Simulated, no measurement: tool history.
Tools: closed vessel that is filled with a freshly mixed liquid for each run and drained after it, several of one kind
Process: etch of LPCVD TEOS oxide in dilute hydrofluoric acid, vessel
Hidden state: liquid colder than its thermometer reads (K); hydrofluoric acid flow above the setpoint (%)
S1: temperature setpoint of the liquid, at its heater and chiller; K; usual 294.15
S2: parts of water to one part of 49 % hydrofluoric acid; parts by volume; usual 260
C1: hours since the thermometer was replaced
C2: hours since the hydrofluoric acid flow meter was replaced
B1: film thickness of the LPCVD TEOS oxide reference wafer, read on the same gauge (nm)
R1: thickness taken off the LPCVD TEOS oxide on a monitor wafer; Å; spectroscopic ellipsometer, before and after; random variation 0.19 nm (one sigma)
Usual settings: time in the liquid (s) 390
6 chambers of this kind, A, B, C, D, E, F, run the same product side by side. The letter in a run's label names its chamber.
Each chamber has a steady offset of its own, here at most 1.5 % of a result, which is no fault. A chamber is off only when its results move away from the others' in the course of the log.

Run 1A, hour 12.1: usual settings; C1 793.1; C2 1485.8; B1 80.013. Result: R1 536.09 Å.
Run 2E, hour 24: usual settings; C1 211.1; C2 249.9; B1 80.012. Result: R1 525.55 Å.
Run 3B, hour 33.3: usual settings; C1 33.9; C2 309; B1 79.99. Result: R1 534.11 Å.
Run 4C, hour 46.2: usual settings; C1 742.1; C2 938.1; B1 80.012. Result: R1 533.62 Å.
Run 5D, hour 54.7: usual settings; C1 1934.8; C2 1650.8; B1 79.989. Result: R1 531.47 Å.
Run 6F, hour 66.6: usual settings; C1 1901.1; C2 225.5; B1 79.992. Result: R1 544.14 Å.
Run 7F, hour 81.7: usual settings; C1 1916.2; C2 240.6; B1 80.02. Result: R1 543.06 Å.
Run 8A, hour 96.1: usual settings; C1 877.1; C2 1569.8; B1 80.033. Result: R1 534.17 Å.
Run 9D, hour 107.7: usual settings; C1 1987.8; C2 1703.8; B1 80.011. Result: R1 527.23 Å.
At hour 117.6: chamber A: thermometer replaced.
Run 10C, hour 120.8: usual settings; C1 816.7; C2 1012.7; B1 79.996. Result: R1 537.96 Å.
Run 11E, hour 134.6: usual settings; C1 321.7; C2 360.5; B1 80.009. Result: R1 526.78 Å.
Run 12B, hour 143.7: usual settings; C1 144.3; C2 419.4; B1 79.993. Result: R1 534.18 Å.
Run 13B, hour 158.9: usual settings; C1 159.5; C2 434.6; B1 79.998. Result: R1 533.43 Å.
Run 14F, hour 168.1: usual settings; C1 2002.6; C2 327; B1 80.026. Result: R1 540.6 Å.
Run 15C, hour 176: usual settings but S1 290.65 K, S2 190 parts by volume; C1 871.9; C2 1067.9; B1 80.023. Result: R1 678.03 Å.
Run 16D, hour 182.9: usual settings but S1 290.65 K, S2 190 parts by volume; C1 2063; C2 1779; B1 80.03. Result: R1 672.32 Å.
Run 17E, hour 191.9: usual settings but S1 290.65 K, S2 190 parts by volume; C1 379; C2 417.8; B1 80.004. Result: R1 669.78 Å.
Run 18A, hour 202.4: usual settings but S1 290.65 K, S2 190 parts by volume; C1 84.8; C2 1676.1; B1 80.011. Result: R1 685.62 Å.
Run 19A, hour 212.1: usual settings but S1 290.65 K, S2 190 parts by volume; C1 94.5; C2 1685.8; B1 80.017. Result: R1 681.56 Å.
Run 20E, hour 224.5: usual settings but S1 290.65 K, S2 190 parts by volume; C1 411.6; C2 450.4; B1 80.013. Result: R1 667.73 Å.
Run 21F, hour 235.7: usual settings; C1 2070.2; C2 394.6; B1 80.008. Result: R1 540.4 Å.
Run 22C, hour 245.2: usual settings; C1 941.1; C2 1137.1; B1 79.99. Result: R1 531.26 Å.
Run 23D, hour 260.3: usual settings; C1 2140.4; C2 1856.4; B1 80.014. Result: R1 528.8 Å.
Run 24B, hour 275.1: usual settings; C1 275.7; C2 550.8; B1 80.004. Result: R1 534.55 Å.
At hour 277.6: chamber C: hydrofluoric acid flow meter replaced.
Run 25C, hour 290.1: usual settings; C1 986; C2 12.5; B1 80.018. Result: R1 531.75 Å.
Run 26F, hour 299.9: usual settings but S2 340 parts by volume; C1 2134.4; C2 458.8; B1 80.029. Result: R1 385.64 Å.
Run 27B, hour 314.6: usual settings but S2 340 parts by volume; C1 315.2; C2 590.3; B1 79.986. Result: R1 380.51 Å.
Run 28E, hour 323.1: usual settings but S2 340 parts by volume; C1 510.2; C2 549; B1 79.986. Result: R1 375.9 Å.
Run 29A, hour 331.4: usual settings but S2 340 parts by volume; C1 213.8; C2 1805.1; B1 80.02. Result: R1 390.73 Å.
Run 30D, hour 345: usual settings but S2 340 parts by volume; C1 2225.1; C2 1941.1; B1 80.003. Result: R1 372.19 Å.
Run 31C, hour 356.8: usual settings but S2 340 parts by volume; C1 1052.7; C2 79.2; B1 79.991. Result: R1 382.06 Å.
Run 32E, hour 364.4: usual settings but S2 365 parts by volume; C1 551.5; C2 590.3; B1 80.02. Result: R1 344.41 Å.
Run 33B, hour 379.8: usual settings but S2 365 parts by volume; C1 380.4; C2 655.5; B1 79.981. Result: R1 345.67 Å.
Run 34A, hour 389.5: usual settings but S2 365 parts by volume; C1 271.9; C2 1863.2; B1 79.996. Result: R1 355.5 Å.
Run 35D, hour 396.7: usual settings but S2 365 parts by volume; C1 2276.8; C2 1992.8; B1 79.99. Result: R1 341.61 Å.
Run 36F, hour 403.7: usual settings but S2 365 parts by volume; C1 2238.2; C2 562.6; B1 80.012. Result: R1 350.6 Å.
Run 37D, hour 412: usual settings but S2 365 parts by volume; C1 2292.1; C2 2008.1; B1 79.979. Result: R1 340.15 Å.
Run 38F, hour 421: usual settings; C1 2255.5; C2 579.9; B1 79.978. Result: R1 541.76 Å.
Run 39E, hour 428: usual settings; C1 615.1; C2 653.9; B1 80.017. Result: R1 525.66 Å.
Run 40A, hour 442.3: usual settings but S1 298.15 K, S2 205 parts by volume; C1 324.7; C2 1916; B1 79.995. Result: R1 848.25 Å.
Run 41C, hour 455.8: usual settings but S1 298.15 K, S2 205 parts by volume; C1 1151.7; C2 178.2; B1 79.991. Result: R1 824.75 Å.
Run 42B, hour 463.9: usual settings but S1 298.15 K, S2 205 parts by volume; C1 464.5; C2 739.6; B1 79.972. Result: R1 824.04 Å.

Is one chamber off against the others, does the gauge drift, or is nothing wrong? If a chamber is off, say which, and what the likeliest cause is.

Chamber A drifts away from the others.
Cause: hydrofluoric acid flow above the setpoint (%) = 2.42.
The log may not tell that from: liquid hotter than its thermometer reads (K).

Here are 4 candidates for chamber A's next run, each the usual settings with a change, their results left as question marks. Which one brings its results back in line with what the others give on the usual settings?
In line means no further than this from the other chambers' mean on the usual settings: R1 6.8 Å
Run 43A-1, hour 474.9: usual settings but S2 255 parts by volume, time in the liquid (s) 405. Result: R1 ?.
Run 43A-2, hour 474.9: usual settings but S2 255 parts by volume, time in the liquid (s) 395. Result: R1 ?.
Run 43A-3, hour 474.9: usual settings but S2 265 parts by volume, time in the liquid (s) 375. Result: R1 ?.
Run 43A-4, hour 474.9: usual settings but S2 265 parts by volume, time in the liquid (s) 385. Result: R1 ?.

The other chambers' mean on the usual settings: R1 533.11 Å
  run      R1
43A-1  584.83
43A-2  570.39
43A-3  516.44
43A-4  530.22
43A-4 brings the chamber back in line.
